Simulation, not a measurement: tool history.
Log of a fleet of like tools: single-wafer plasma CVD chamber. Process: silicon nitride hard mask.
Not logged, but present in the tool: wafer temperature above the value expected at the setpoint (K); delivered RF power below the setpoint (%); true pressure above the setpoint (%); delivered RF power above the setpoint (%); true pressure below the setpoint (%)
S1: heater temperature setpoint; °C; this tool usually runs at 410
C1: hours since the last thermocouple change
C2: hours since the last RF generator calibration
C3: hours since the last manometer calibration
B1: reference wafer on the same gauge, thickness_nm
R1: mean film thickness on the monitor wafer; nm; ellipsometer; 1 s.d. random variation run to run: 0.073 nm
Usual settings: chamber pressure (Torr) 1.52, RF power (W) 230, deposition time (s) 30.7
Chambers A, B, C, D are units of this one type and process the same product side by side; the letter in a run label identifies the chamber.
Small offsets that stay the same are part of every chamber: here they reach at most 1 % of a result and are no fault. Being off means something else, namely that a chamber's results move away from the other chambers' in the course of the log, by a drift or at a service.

Run 1B, hour 8.6: usual settings; C1 464.4; C2 307.6; C3 2091.8; B1 28.088. Result: R1 28.848 nm.
Run 2D, hour 21.9: usual settings; C1 1145.3; C2 1217.5; C3 1473.4; B1 28.102. Result: R1 28.529 nm.
At hour 24: chamber D: capacitance manometer re-zeroed and calibrated.
Run 3A, hour 32.8: usual settings; C1 1353.9; C2 237.7; C3 653.5; B1 28.095. Result: R1 28.777 nm.
Run 4C, hour 40: usual settings; C1 562.4; C2 582.4; C3 325.9; B1 28.095. Result: R1 29.063 nm.
Run 5D, hour 50.1: usual settings; C1 1173.5; C2 1245.7; C3 26.2; B1 28.103. Result: R1 28.578 nm.
Run 6C, hour 58.1: usual settings; C1 580.5; C2 600.5; C3 344; B1 28.086. Result: R1 28.991 nm.
Run 7A, hour 65.2: usual settings; C1 1386.3; C2 270.1; C3 685.9; B1 28.089. Result: R1 28.703 nm.
Run 8B, hour 80.6: usual settings; C1 536.4; C2 379.6; C3 2163.8; B1 28.102. Result: R1 28.733 nm.
Run 9A, hour 88.2: usual settings; C1 1409.3; C2 293.1; C3 708.9; B1 28.107. Result: R1 28.602 nm.
Run 10D, hour 104.2: usual settings; C1 1227.6; C2 1299.8; C3 80.3; B1 28.094. Result: R1 28.575 nm.
Run 11B, hour 120.1: usual settings; C1 575.9; C2 419.1; C3 2203.3; B1 28.097. Result: R1 28.81 nm.
Run 12C, hour 132.1: usual settings but S1 395 °C, RF power (W) 270; C1 654.5; C2 674.5; C3 418; B1 28.096. Result: R1 32.821 nm.
Run 13B, hour 140.1: usual settings but S1 395 °C, RF power (W) 270; C1 595.9; C2 439.1; C3 2223.3; B1 28.108. Result: R1 32.413 nm.
Run 14A, hour 147.9: usual settings but S1 395 °C, RF power (W) 270; C1 1469; C2 352.8; C3 768.6; B1 28.081. Result: R1 32.308 nm.
At hour 151.1: chamber A: thermocouple changed; heater temperature recalibrated.
Run 15D, hour 163.3: usual settings but S1 395 °C, RF power (W) 270; C1 1286.7; C2 1358.9; C3 139.4; B1 28.102. Result: R1 32.385 nm.
Run 16C, hour 170.8: usual settings; C1 693.2; C2 713.2; C3 456.7; B1 28.082. Result: R1 29.176 nm.
Run 17B, hour 181.4: usual settings; C1 637.2; C2 480.4; C3 2264.6; B1 28.104. Result: R1 28.638 nm.
Run 18C, hour 189.1: usual settings; C1 711.5; C2 731.5; C3 475; B1 28.12. Result: R1 28.929 nm.
Run 19A, hour 200.5: usual settings; C1 49.5; C2 405.4; C3 821.2; B1 28.107. Result: R1 28.48 nm.
Run 20D, hour 208.5: usual settings; C1 1331.9; C2 1404.1; C3 184.6; B1 28.092. Result: R1 28.582 nm.
Run 21C, hour 217.4: usual settings but S1 419 °C; C1 739.8; C2 759.8; C3 503.3; B1 28.1. Result: R1 28.938 nm.
Run 22A, hour 232.3: usual settings but S1 419 °C; C1 81.3; C2 437.2; C3 853; B1 28.092. Result: R1 28.367 nm.
Run 23B, hour 241.5: usual settings but S1 419 °C; C1 697.3; C2 540.5; C3 2324.7; B1 28.097. Result: R1 28.621 nm.
Run 24D, hour 256: usual settings but S1 419 °C; C1 1379.4; C2 1451.6; C3 232.1; B1 28.091. Result: R1 28.552 nm.
Run 25C, hour 270.3: usual settings; C1 792.7; C2 812.7; C3 556.2; B1 28.099. Result: R1 29.01 nm.
Run 26B, hour 285.2: usual settings; C1 741; C2 584.2; C3 2368.4; B1 28.118. Result: R1 28.709 nm.
Run 27A, hour 296.7: usual settings but chamber pressure (Torr) 1.73; C1 145.7; C2 501.6; C3 917.4; B1 28.085. Result: R1 29.553 nm.
Run 28D, hour 310.6: usual settings but chamber pressure (Torr) 1.73; C1 1434; C2 1506.2; C3 286.7; B1 28.082. Result: R1 29.638 nm.
Run 29B, hour 324.5: usual settings but chamber pressure (Torr) 1.73; C1 780.3; C2 623.5; C3 2407.7; B1 28.106. Result: R1 29.769 nm.
Run 30C, hour 335.6: usual settings but chamber pressure (Torr) 1.73; C1 858; C2 878; C3 621.5; B1 28.099. Result: R1 30.247 nm.
Run 31A, hour 349.6: usual settings; C1 198.6; C2 554.5; C3 970.3; B1 28.108. Result: R1 28.428 nm.
Run 32D, hour 359.7: usual settings; C1 1483.1; C2 1555.3; C3 335.8; B1 28.098. Result: R1 28.538 nm.
At hour 364.6: chamber D: RF generator calibrated.
Run 33B, hour 375.6: usual settings; C1 831.4; C2 674.6; C3 2458.8; B1 28.099. Result: R1 28.696 nm.
Run 34D, hour 385.4: usual settings; C1 1508.8; C2 20.9; C3 361.5; B1 28.108. Result: R1 28.705 nm.
Run 35C, hour 400.7: usual settings but RF power (W) 255; C1 923.1; C2 943.1; C3 686.6; B1 28.09. Result: R1 31.242 nm.
Run 36A, hour 416.2: usual settings but RF power (W) 255; C1 265.2; C2 621.1; C3 1036.9; B1 28.099. Result: R1 30.656 nm.
Run 37B, hour 428.2: usual settings but RF power (W) 255; C1 884; C2 727.2; C3 2511.4; B1 28.112. Result: R1 30.923 nm.
Run 38A, hour 444.4: usual settings but RF power (W) 255; C1 293.4; C2 649.3; C3 1065.1; B1 28.095. Result: R1 30.43 nm.
Run 39C, hour 455.9: usual settings; C1 978.3; C2 998.3; C3 741.8; B1 28.102. Result: R1 29.022 nm.
Run 40D, hour 469: usual settings but chamber pressure (Torr) 1.73, RF power (W) 205; C1 1592.4; C2 104.5; C3 445.1; B1 28.099. Result: R1 27.284 nm.
Run 41D, hour 478.1: usual settings but chamber pressure (Torr) 1.73, RF power (W) 205; C1 1601.5; C2 113.6; C3 454.2; B1 28.111. Result: R1 27.274 nm.
Run 42B, hour 488.9: usual settings but chamber pressure (Torr) 1.73, RF power (W) 205; C1 944.7; C2 787.9; C3 2572.1; B1 28.104. Result: R1 27.42 nm.
Run 43A, hour 505: usual settings but chamber pressure (Torr) 1.73, RF power (W) 205; C1 354; C2 709.9; C3 1125.7; B1 28.098. Result: R1 26.906 nm.

Read the log: is a single chamber off, either drifting away or since a service, is the gauge that measures every chamber drifting, or is nothing wrong beyond small per-chamber offsets? Name any odd chamber and what most likely caused it.

Chamber A drifts away from the others.
Cause: delivered RF power below the setpoint (%) = 2.63.
From this log alone, it may not be told apart from: true pressure below the setpoint (%).

Here are 4 candidates for chamber A's next run, each the usual settings with a change, their results left as question marks. Which one brings its results back in line with what the others give on the usual settings?
In line means no further than this from the other chambers' mean on the usual settings: R1 0.25 nm
Run 44A-1, hour 516.6: usual settings but chamber pressure (Torr) 1.53, deposition time (s) 31.3. Result: R1 ?.
Run 44A-2, hour 516.6: usual settings but deposition time (s) 30.8. Result: R1 ?.
Run 44A-3, hour 516.6: usual settings but deposition time (s) 30. Result: R1 ?.
Run 44A-4, hour 516.6: usual settings but deposition time (s) 30.5. Result: R1 ?.

Mean of the other chambers on the usual settings: R1 28.793 nm
  run      R1
44A-1  28.744
44A-2  28.231
44A-3  27.499
44A-4  27.956
44A-1 puts the chamber back in line with the other chambers.
